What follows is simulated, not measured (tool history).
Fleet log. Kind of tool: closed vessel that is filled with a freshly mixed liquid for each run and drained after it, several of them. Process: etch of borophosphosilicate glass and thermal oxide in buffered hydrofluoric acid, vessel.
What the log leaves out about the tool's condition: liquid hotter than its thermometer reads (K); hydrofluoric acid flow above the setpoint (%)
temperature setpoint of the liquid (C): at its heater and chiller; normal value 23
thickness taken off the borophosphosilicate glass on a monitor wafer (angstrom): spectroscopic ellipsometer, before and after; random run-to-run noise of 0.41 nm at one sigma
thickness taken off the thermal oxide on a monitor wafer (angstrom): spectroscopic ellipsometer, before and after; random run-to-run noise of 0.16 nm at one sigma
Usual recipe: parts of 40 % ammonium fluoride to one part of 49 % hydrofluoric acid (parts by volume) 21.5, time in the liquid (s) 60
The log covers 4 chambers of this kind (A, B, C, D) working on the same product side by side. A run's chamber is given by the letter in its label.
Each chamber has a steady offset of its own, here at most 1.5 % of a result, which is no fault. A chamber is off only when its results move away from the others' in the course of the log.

run,hour,temperature setpoint of the liquid (C),parts of 40 % ammonium fluoride to one part of 49 % hydrofluoric acid (parts by volume),time in the liquid (s),hours since the thermometer was replaced,hours since the hydrofluoric acid flow meter was replaced,"read-back film thickness of the borophosphosilicate glass reference wafer, read on the same gauge (nm)","read-back film thickness of the thermal oxide reference wafer, read on the same gauge (nm)",thickness taken off the borophosphosilicate glass on a monitor wafer (angstrom),thickness taken off the thermal oxide on a monitor wafer (angstrom)
1C,14.5,23,21.5,60,385,169.3,100.01,80.037,636.68,318.86
2B,23.6,23,21.5,60,2904.6,489.2,99.995,79.973,647.19,313.8
3D,39.6,23,21.5,60,1952.2,775.3,99.988,79.986,638.39,316.64
4A,49.3,23,21.5,60,833.3,548.8,100,80.008,643.56,316.67
5D,64.4,23,21.5,60,1977,800.1,99.977,79.982,631.72,316.33
# hour 73.2: chamber B: thermometer replaced
6B,76.7,18.5,21.5,45,3.6,542.3,100.04,79.964,380.58,182.05
7A,92,18.5,21.5,45,876,591.5,99.977,80.046,371.67,184.13
8C,107.7,18.5,21.5,45,478.2,262.5,100.05,80.005,370.96,186.37
9B,121.9,18.5,21.5,45,48.8,587.5,100,79.99,378.32,181.27
10A,129.1,23,21.5,60,913.1,628.6,99.974,80.035,644.98,318.35
11C,139.1,21.5,21.5,60,509.6,293.9,99.977,80.002,583.66,293.75
12D,146.7,21.5,21.5,60,2059.3,882.4,100,79.947,590.49,291.72
13B,155.6,21.5,21.5,60,82.5,621.2,100,79.932,593.17,291.36
14D,169.5,21.5,21.5,60,2082.1,905.2,100,80.013,592.36,291.37
15C,179.8,23,21.5,60,550.3,334.6,99.976,80.001,641.17,319.36
16A,188.6,23,21.5,60,972.6,688.1,99.94,79.999,645.28,321.01
17A,196.3,23,21.5,60,980.3,695.8,100,79.98,644.74,320.33
# hour 210.7: chamber D: thermometer replaced
18C,212.5,23,21.5,60,583,367.3,100.03,80.013,636.49,317.5
19B,219.6,23,21.5,60,146.5,685.2,100.03,80.072,646.63,317.32
# hour 220.9: chamber B: hydrofluoric acid flow meter replaced
20D,232.7,23,21.5,60,22,968.4,100.03,80.011,642.44,314.55
21B,248.9,23,21.5,60,175.8,28,99.96,80.017,640.67,314.52
22D,260.3,25.5,17,60,49.6,996,99.985,80.037,898.15,440.89
23A,267.7,25.5,17,60,1051.7,767.2,100.02,80.044,910.4,449.99
24C,281,25.5,17,60,651.5,435.8,99.97,80.055,893.17,451.68
25B,295.5,25.5,17,60,222.4,74.6,100.05,80.015,908.31,439.53
26D,302.8,25,21.5,60,92.1,1038.5,100.01,79.99,714.09,352.01

Which is it: a chamber that has drifted or been left off by a service, a gauge drift common to all chambers, or only each chamber's usual small offset? If a chamber is off, name it and its likeliest cause.

No chamber is off and the gauge is stable; the differences are just each chamber's small, constant offset.
